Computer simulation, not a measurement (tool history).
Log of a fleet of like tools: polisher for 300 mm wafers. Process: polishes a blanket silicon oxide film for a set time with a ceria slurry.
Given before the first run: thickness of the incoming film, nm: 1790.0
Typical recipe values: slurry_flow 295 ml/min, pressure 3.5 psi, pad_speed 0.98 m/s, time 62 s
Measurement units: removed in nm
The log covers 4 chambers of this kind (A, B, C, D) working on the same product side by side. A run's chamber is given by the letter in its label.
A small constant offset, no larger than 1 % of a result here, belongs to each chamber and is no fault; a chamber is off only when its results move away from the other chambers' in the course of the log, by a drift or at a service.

| run | hour | slurry_flow | pressure | pad_speed | time | removed |
|---|---|---|---|---|---|---|
| 1C | 7.1 | 295 | 3.5 | 0.98 | 62 | 259.94 |
|  | 11.5 | chamber B: worn pad replaced by a new one |
| 2A | 13.8 | 295 | 3.5 | 0.98 | 62 | 259.18 |
| 3B | 21.8 | 295 | 3.5 | 0.98 | 62 | 257.06 |
|  | 26.1 | chamber D: worn pad replaced by a new one |
| 4D | 27.1 | 295 | 3.5 | 0.98 | 62 | 257.57 |
| 5B | 31.3 | 295 | 3.5 | 0.98 | 62 | 263.36 |
|  | 32 | chamber A: worn pad replaced by a new one |
| 6C | 37.9 | 295 | 3.5 | 0.98 | 62 | 254.53 |
| 7D | 47.2 | 295 | 3.5 | 0.98 | 62 | 252.13 |
| 8A | 55.1 | 295 | 3.5 | 0.98 | 62 | 259.76 |
| 9D | 59.7 | 295 | 3.5 | 0.98 | 62 | 251.22 |
| 10C | 65.1 | 295 | 3.5 | 0.98 | 62 | 260.37 |
|  | 69.2 | chamber D: slurry nozzle cleaned |
| 11A | 69.7 | 255 | 3.5 | 0.98 | 52 | 214.52 |
| 12B | 75.6 | 255 | 3.5 | 0.98 | 52 | 211.09 |
| 13B | 84.7 | 255 | 3.5 | 0.98 | 52 | 217.6 |
| 14A | 93.6 | 255 | 3.5 | 0.98 | 52 | 210.4 |
|  | 95.7 | chamber C: worn pad replaced by a new one |
| 15D | 102.2 | 295 | 3.5 | 0.98 | 62 | 259 |
| 16C | 109 | 295 | 3.5 | 0.98 | 62 | 259.91 |
| 17C | 113.4 | 295 | 3.5 | 0.98 | 62 | 255.27 |
| 18A | 118 | 295 | 3.5 | 0.98 | 62 | 259.96 |
|  | 120 | chamber A: head pressure recalibrated |
| 19B | 126.8 | 390 | 3.5 | 0.98 | 62 | 271.78 |
|  | 133.2 | chamber D: worn pad replaced by a new one |
| 20D | 134.4 | 390 | 3.5 | 0.98 | 62 | 260.45 |
|  | 136.8 | chamber A: worn pad replaced by a new one |
| 21B | 138.9 | 390 | 3.5 | 0.98 | 62 | 273.69 |
| 22D | 146.9 | 390 | 3.5 | 0.98 | 62 | 266.83 |
| 23A | 154.2 | 295 | 3.5 | 0.98 | 62 | 253.08 |
| 24C | 163 | 295 | 3.5 | 0.98 | 62 | 251.1 |
| 25A | 172.2 | 295 | 3.5 | 0.98 | 62 | 258.49 |
|  | 173.2 | chamber A: slurry nozzle cleaned |
| 26D | 178.3 | 295 | 3.5 | 0.98 | 62 | 256.11 |
| 27B | 187.6 | 295 | 3.5 | 0.98 | 62 | 277.11 |
| 28C | 195.1 | 295 | 3.5 | 0.98 | 62 | 256.62 |
| 29C | 199.9 | 295 | 3.5 | 0.98 | 62 | 259.18 |
| 30D | 207.5 | 200 | 3.5 | 1.14 | 62 | 289.18 |
| 31A | 213.2 | 200 | 3.5 | 1.14 | 62 | 285.15 |

One chamber off, gauge drift, or nothing amiss beyond the chambers' own small offsets? If it is a chamber, which one, and what is the likeliest cause?

One chamber, B, drifts off from the rest bit by bit.
Cause: head's pressure above its setpoint, % = 9.81.

Below are 4 candidate recipes for chamber B's next run, each the usual settings with a change, their results shown as question marks. Which of them brings B's results back in line with what the other chambers give on the usual settings?
To be in line, a result may differ from the other chambers' mean on the usual settings by at most: removed 11 nm
| 32B-1 | 219.9 | 295 | 3.9 | 0.98 | 62 | ? |
| 32B-2 | 219.9 | 295 | 3.4 | 0.94 | 60 | ? |
| 32B-3 | 219.9 | 295 | 3.7 | 1.06 | 67 | ? |
| 32B-4 | 219.9 | 290 | 3.5 | 0.8 | 62 | ? |

Average result of the remaining chambers running the usual settings: removed 257.2 nm
| run | removed |
|---|---|
| 32B-1 | 317.63 |
| 32B-2 | 257.71 |
| 32B-3 | 352.09 |
| 32B-4 | 233.47 |
32B-2 brings the chamber back in line.
